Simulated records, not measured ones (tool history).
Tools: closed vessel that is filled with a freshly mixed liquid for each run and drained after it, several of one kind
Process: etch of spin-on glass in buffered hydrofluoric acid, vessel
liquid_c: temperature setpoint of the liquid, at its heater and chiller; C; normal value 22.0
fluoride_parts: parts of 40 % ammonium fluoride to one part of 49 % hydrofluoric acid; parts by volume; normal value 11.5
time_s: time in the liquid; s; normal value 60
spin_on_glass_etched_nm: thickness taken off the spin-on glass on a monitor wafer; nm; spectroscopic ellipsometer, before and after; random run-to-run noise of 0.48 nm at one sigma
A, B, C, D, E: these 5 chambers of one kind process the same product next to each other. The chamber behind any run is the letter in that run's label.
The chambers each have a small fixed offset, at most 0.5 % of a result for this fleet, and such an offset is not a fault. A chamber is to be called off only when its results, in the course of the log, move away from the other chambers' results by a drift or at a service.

run   hour  liquid_c  fluoride_parts  time_s  read-back film thickness of the spin-on glass reference wafer, read on the same gauge (nm)  spin_on_glass_etched_nm
 1D   10.7      22.0            11.5      60                                                                                      140.00                   131.14
 2E   18.3      22.0            11.5      60                                                                                      139.98                   130.55
 3C   31.3      22.0            11.5      60                                                                                      140.01                   131.34
 4A   37.2      22.0            11.5      60                                                                                      140.00                   130.98
 5B   43.8      22.0            11.5      60                                                                                      140.00                   131.21
 6D   57.1      22.0             8.0      85                                                                                      139.97                   258.56
 7E   69.5      22.0             8.0      85                                                                                      139.98                   259.20
 8A   79.2      22.0             8.0      85                                                                                      139.97                   257.80
 9B   87.2      22.0             8.0      85                                                                                      140.00                   258.20
10C   94.4      22.0             8.0      85                                                                                      139.99                   256.82
11B  103.1      19.5            11.5      60                                                                                      140.01                   112.92
12E  109.0      19.5            11.5      60                                                                                      139.97                   113.83
13C  117.4      19.5            11.5      60                                                                                      140.00                   114.17
14A  127.4      19.5            11.5      60                                                                                      140.01                   114.85
15D  136.9      19.5            11.5      60                                                                                      139.99                   113.67
16D  147.1      22.0            11.5      60                                                                                      140.02                   130.59
17C  157.7      22.0            11.5      60                                                                                      139.97                   130.14
18E  165.3      22.0            11.5      60                                                                                      139.99                   130.04
19B  177.5      22.0            11.5      60                                                                                      139.96                   130.80
20A  185.6      22.0            11.5      60                                                                                      139.96                   130.32
21B  195.6      22.0            11.5      60                                                                                      140.01                   130.33
22A  203.4      22.0            11.5      60                                                                                      139.99                   130.62
23D  215.2      22.0            11.5      60                                                                                      140.00                   131.34
24E  227.9      22.0            11.5      60                                                                                      140.00                   130.28
     235.4  -- chamber A: thermometer replaced
25C  239.6      22.0            11.5      60                                                                                      140.00                   130.40
26E  252.3      22.0            11.5      60                                                                                      140.02                   130.30
27C  258.8      22.0            11.5      60                                                                                      139.96                   131.32
28A  268.9      22.0            11.5      60                                                                                      140.02                   130.75
29D  281.8      20.5            11.5      60                                                                                      140.00                   120.61
30B  293.0      20.5            11.5      60                                                                                      140.03                   120.25
31A  304.8      20.5            11.5      60                                                                                      140.01                   120.68
32D  318.2      20.5            11.5      60                                                                                      140.00                   120.14
33E  325.5      20.5            11.5      60                                                                                      140.00                   119.69
34B  338.5      22.0            11.5      60                                                                                      139.98                   129.82
35C  352.0      22.0            11.5      60                                                                                      140.01                   130.46
36E  361.7      22.0            11.5      60                                                                                      140.01                   131.55

Does one chamber stand apart from the rest, does the shared gauge drift, or is all well apart from small per-chamber offsets? Give the chamber and the most likely cause, where there is one.

Beyond each chamber's small constant offset nothing stands out, and the gauge stays steady.
